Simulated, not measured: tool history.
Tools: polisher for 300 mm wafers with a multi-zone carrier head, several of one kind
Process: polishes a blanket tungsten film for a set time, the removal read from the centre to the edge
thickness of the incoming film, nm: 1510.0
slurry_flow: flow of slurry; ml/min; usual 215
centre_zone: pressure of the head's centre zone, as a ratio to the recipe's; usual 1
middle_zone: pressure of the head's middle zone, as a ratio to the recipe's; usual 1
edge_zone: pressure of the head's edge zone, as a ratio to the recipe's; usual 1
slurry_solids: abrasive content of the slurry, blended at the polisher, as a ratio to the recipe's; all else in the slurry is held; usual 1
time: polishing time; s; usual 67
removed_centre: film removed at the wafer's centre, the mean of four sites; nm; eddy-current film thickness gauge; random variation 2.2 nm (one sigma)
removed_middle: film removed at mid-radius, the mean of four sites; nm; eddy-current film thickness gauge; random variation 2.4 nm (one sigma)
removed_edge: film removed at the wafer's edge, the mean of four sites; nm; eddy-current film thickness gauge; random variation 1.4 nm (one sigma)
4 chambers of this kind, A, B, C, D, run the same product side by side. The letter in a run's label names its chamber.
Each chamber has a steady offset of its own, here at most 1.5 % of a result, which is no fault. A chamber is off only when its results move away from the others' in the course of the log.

| run | day | slurry_flow | centre_zone | middle_zone | edge_zone | slurry_solids | time | removed_centre | removed_middle | removed_edge |
|---|---|---|---|---|---|---|---|---|---|---|
|  | 0.033 | chamber C: edge zone pressure recalibrated |
| 1A | 0.129 | 215 | 1 | 1 | 1 | 1 | 67 | 158.81 | 156.77 | 160.28 |
| 2D | 0.304 | 215 | 1 | 1 | 1 | 1 | 67 | 152.61 | 159.09 | 154.66 |
| 3B | 0.433 | 215 | 1 | 1 | 1 | 1 | 67 | 156.89 | 157.85 | 155.79 |
| 4C | 0.55 | 215 | 1 | 1 | 1 | 1 | 67 | 158.4 | 159.23 | 160.92 |
| 5C | 0.679 | 215 | 1 | 1 | 1 | 1 | 67 | 156.76 | 159.78 | 156.28 |
| 6D | 0.804 | 215 | 1 | 1 | 1 | 1 | 67 | 155.48 | 158.93 | 157.51 |
| 7A | 0.954 | 215 | 1 | 1 | 1 | 1 | 67 | 156.25 | 158.68 | 155.9 |
| 8B | 1.125 | 215 | 1 | 1 | 1 | 1 | 67 | 160.77 | 154.89 | 158.65 |
| 9A | 1.225 | 215 | 1 | 1 | 1 | 1 | 67 | 161.6 | 158.71 | 156.13 |
| 10C | 1.362 | 215 | 1 | 1 | 1 | 1 | 67 | 156.02 | 158.13 | 158.44 |
| 11D | 1.525 | 215 | 1 | 1 | 1 | 1 | 67 | 156.42 | 160.55 | 156.81 |
|  | 1.596 | chamber A: centre zone pressure recalibrated |
| 12B | 1.667 | 215 | 1 | 1 | 1 | 1 | 67 | 157.09 | 158.97 | 156.79 |
| 13B | 1.754 | 215 | 1 | 1 | 1 | 1 | 67 | 159.46 | 154.91 | 158.53 |
| 14D | 1.888 | 215 | 1 | 1.11 | 1 | 1 | 67 | 159.83 | 169.14 | 154.09 |
| 15A | 2.038 | 215 | 1 | 1.11 | 1 | 1 | 67 | 170.75 | 174.05 | 154.26 |
| 16C | 2.183 | 215 | 1 | 1.11 | 1 | 1 | 67 | 157.15 | 175.04 | 160.42 |
| 17D | 2.292 | 215 | 1 | 1.11 | 1 | 1 | 67 | 155.51 | 179.11 | 156.47 |
| 18A | 2.45 | 215 | 1 | 1 | 1 | 1 | 67 | 168.66 | 163.14 | 157.4 |
| 19C | 2.562 | 215 | 1 | 1 | 1 | 1 | 67 | 156.2 | 155.74 | 158.36 |
|  | 2.604 | chamber D: slurry nozzle cleaned |
| 20B | 2.742 | 215 | 1 | 1 | 1 | 1 | 67 | 162.63 | 152.36 | 158.61 |
|  | 2.838 | chamber B: worn pad replaced by a new one |
| 21D | 2.862 | 215 | 1 | 1.05 | 1 | 1 | 67 | 155.86 | 163.95 | 157.55 |
|  | 2.983 | chamber D: worn pad replaced by a new one |
| 22A | 2.992 | 215 | 1 | 1.05 | 1 | 1 | 67 | 169 | 164.42 | 156.3 |
| 23B | 3.096 | 215 | 1 | 1.05 | 1 | 1 | 67 | 156.5 | 165.71 | 154.53 |
|  | 3.192 | chamber A: worn pad replaced by a new one |
| 24C | 3.254 | 215 | 1 | 1.05 | 1 | 1 | 67 | 155.23 | 164.66 | 162.64 |
| 25C | 3.379 | 215 | 1 | 1 | 1 | 1 | 67 | 158.79 | 157.54 | 160.98 |
| 26D | 3.488 | 215 | 1 | 1 | 1 | 1 | 67 | 158.15 | 158.09 | 156.3 |
| 27A | 3.571 | 215 | 1 | 1 | 1 | 1 | 67 | 169.85 | 159.84 | 156.72 |

What goes on in this fleet: one chamber off, a drifting gauge, or nothing beyond the chambers' own small offsets? Name the chamber and the cause, if any.

A service left chamber A off against the others.
Cause: centre zone's pressure above its setpoint, % = 6.84.

Here are 4 candidates for chamber A's next run, each the usual settings with a change, their results left as question marks. Which one brings its results back in line with what the others give on the usual settings?
In line means no further than this from the other chambers' mean on the usual settings: removed_centre 7.6 nm; removed_middle 8.2 nm; removed_edge 5 nm
| 28A-1 | 3.704 | 225 | 1.13 | 0.98 | 0.95 | 1 | 68 | ? | ? | ? |
| 28A-2 | 3.704 | 205 | 0.87 | 1.02 | 1.05 | 1 | 66 | ? | ? | ? |
| 28A-3 | 3.704 | 220 | 1.06 | 0.99 | 0.98 | 1 | 67 | ? | ? | ? |
| 28A-4 | 3.704 | 210 | 0.94 | 1.01 | 1.02 | 1 | 67 | ? | ? | ? |

The other chambers' mean on the usual settings: removed_centre 157.4 nm; removed_middle 157.7 nm; removed_edge 158.31 nm
| run | removed_centre | removed_middle | removed_edge |
|---|---|---|---|
| 28A-1 | 198.59 | 157.59 | 156.61 |
| 28A-2 | 142.97 | 156.93 | 158.47 |
| 28A-3 | 182.02 | 156.33 | 156.4 |
| 28A-4 | 158.61 | 158.34 | 158.87 |
28A-4 brings the chamber back in line.
